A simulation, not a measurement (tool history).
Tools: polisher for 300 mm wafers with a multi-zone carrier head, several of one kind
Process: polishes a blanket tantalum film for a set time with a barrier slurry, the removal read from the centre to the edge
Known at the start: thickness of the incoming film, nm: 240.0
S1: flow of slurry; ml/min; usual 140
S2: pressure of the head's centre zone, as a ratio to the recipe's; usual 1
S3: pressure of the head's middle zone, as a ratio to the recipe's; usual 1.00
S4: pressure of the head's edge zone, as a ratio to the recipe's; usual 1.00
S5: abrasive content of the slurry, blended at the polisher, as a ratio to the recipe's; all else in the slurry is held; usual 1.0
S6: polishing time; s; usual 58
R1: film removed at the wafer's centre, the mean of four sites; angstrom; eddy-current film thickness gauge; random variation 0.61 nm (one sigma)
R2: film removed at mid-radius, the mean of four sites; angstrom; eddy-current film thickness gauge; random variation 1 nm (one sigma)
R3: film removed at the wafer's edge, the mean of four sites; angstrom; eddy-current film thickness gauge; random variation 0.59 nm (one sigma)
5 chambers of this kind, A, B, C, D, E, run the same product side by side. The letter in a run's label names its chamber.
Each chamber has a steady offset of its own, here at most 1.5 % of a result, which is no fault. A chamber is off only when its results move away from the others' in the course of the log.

run,hour,S1,S2,S3,S4,S5,S6,R1,R2,R3
1B,3.5,140,1,1.00,1.00,1.0,58,678.17,687.36,683.41
# hour 7.6: chamber C: worn pad replaced by a new one
# hour 8.3: chamber A: worn pad replaced by a new one
2A,10.6,140,1,1.00,1.00,1.0,58,695.96,715.43,691.41
# hour 14.4: chamber E: worn pad replaced by a new one
3E,16.8,140,1,1.00,1.00,1.0,58,684.24,692.91,680.05
4D,22.9,140,1,1.00,1.00,1.0,58,699.17,693.80,699.57
5C,27.4,140,1,1.00,1.00,1.0,58,679.70,701.77,690.55
# hour 29.2: chamber D: worn pad replaced by a new one
6C,34.0,140,1,1.00,1.00,1.0,58,691.25,712.33,684.11
7D,38.9,140,1,1.00,1.00,1.0,58,694.31,680.06,695.66
8A,44.4,140,1,1.09,1.00,1.2,58,735.14,807.65,732.97
9E,51.1,140,1,1.09,1.00,1.2,58,724.64,787.30,714.28
# hour 53.8: chamber C: slurry nozzle cleaned
10B,56.8,140,1,1.09,1.00,1.2,58,722.96,793.21,723.20
# hour 60.9: chamber B: worn pad replaced by a new one
11C,63.1,140,1,1.09,1.00,1.2,58,722.38,803.24,735.13
12A,68.3,140,1,1.09,1.00,1.2,58,718.23,803.46,728.22
# hour 69.0: chamber A: worn pad replaced by a new one
# hour 72.8: chamber E: worn pad replaced by a new one
# hour 73.1: chamber C: worn pad replaced by a new one
13B,73.7,140,1,1.00,1.00,1.0,58,682.76,679.66,686.94
14D,77.8,140,1,1.00,1.00,1.0,58,698.23,695.55,700.48
15E,82.4,140,1,1.00,1.00,1.0,58,689.82,703.40,676.44
16D,89.7,140,1,1.00,1.00,1.0,58,685.89,675.95,695.73
17A,96.6,185,1,1.00,1.11,1.0,58,720.26,725.48,757.14
18C,103.4,185,1,1.00,1.11,1.0,58,693.76,736.92,763.66
19E,109.0,185,1,1.00,1.11,1.0,58,724.78,726.92,766.55
# hour 112.2: chamber B: edge zone pressure recalibrated
20B,114.4,185,1,1.00,1.11,1.0,58,723.76,717.61,766.50
21A,121.6,185,1,1.00,1.11,1.0,58,731.02,730.24,753.63
# hour 124.1: chamber D: worn pad replaced by a new one
# hour 124.8: chamber B: slurry nozzle cleaned
22C,124.9,140,1,1.00,1.00,1.0,58,645.96,705.62,689.00
# hour 126.3: chamber E: worn pad replaced by a new one
# hour 127.3: chamber B: worn pad replaced by a new one
23B,130.3,140,1,1.00,1.00,1.0,58,675.57,691.64,689.55
24D,137.1,140,1,1.00,1.00,1.0,58,695.48,686.18,704.73
# hour 140.0: chamber A: worn pad replaced by a new one
25E,141.1,140,1,1.00,1.00,1.0,58,686.60,698.21,687.09
# hour 142.9: chamber C: worn pad replaced by a new one
# hour 143.5: chamber E: centre zone pressure recalibrated
26C,147.9,140,1,1.00,1.00,1.0,58,636.07,682.07,685.61
27E,155.3,140,1,1.00,1.00,1.0,58,684.16,687.23,694.58
28B,160.5,95,1,1.00,1.00,1.0,58,622.94,613.36,648.25
29D,164.6,95,1,1.00,1.00,1.0,58,627.86,612.69,638.05
30A,168.1,95,1,1.00,1.00,1.0,58,628.13,647.71,648.53
31B,171.4,95,1,1.00,1.00,1.0,58,606.53,637.12,655.99
# hour 173.9: chamber E: worn pad replaced by a new one
32D,177.0,95,1,1.00,1.00,1.0,58,622.78,633.97,658.18
33E,183.0,140,1,1.00,1.00,1.0,58,694.45,692.34,682.38
34C,187.7,140,1,1.00,1.00,1.0,58,618.47,695.76,689.83
35A,194.1,140,1,1.00,1.00,1.0,58,696.36,696.26,690.20

What goes on in this fleet: one chamber off, a drifting gauge, or nothing beyond the chambers' own small offsets? Name the chamber and the cause, if any.

Chamber C drifts away from the others.
Cause: centre zone's pressure below its setpoint, % = 10.8.

Here are 4 candidates for chamber C's next run, each the usual settings with a change, their results left as question marks. Which one brings its results back in line with what the others give on the usual settings?
In line means no further than this from the other chambers' mean on the usual settings: R1 21.00 angstrom; R2 35.00 angstrom; R3 21.00 angstrom
36C-1,199.5,150,1.10,0.98,0.97,1.0,58,?,?,?
36C-2,199.5,135,0.94,1.01,1.02,1.0,58,?,?,?
36C-3,199.5,145,1.06,0.99,0.98,1.0,58,?,?,?
36C-4,199.5,130,0.90,1.02,1.03,1.0,58,?,?,?

The other chambers' mean on the usual settings: R1 692.52 angstrom; R2 691.52 angstrom; R3 691.19 angstrom
run,R1,R2,R3
36C-1,686.03,685.76,684.98
36C-2,564.43,690.68,692.60
36C-3,654.18,687.74,685.33
36C-4,533.16,691.44,692.14
36C-1 brings the chamber back in line.

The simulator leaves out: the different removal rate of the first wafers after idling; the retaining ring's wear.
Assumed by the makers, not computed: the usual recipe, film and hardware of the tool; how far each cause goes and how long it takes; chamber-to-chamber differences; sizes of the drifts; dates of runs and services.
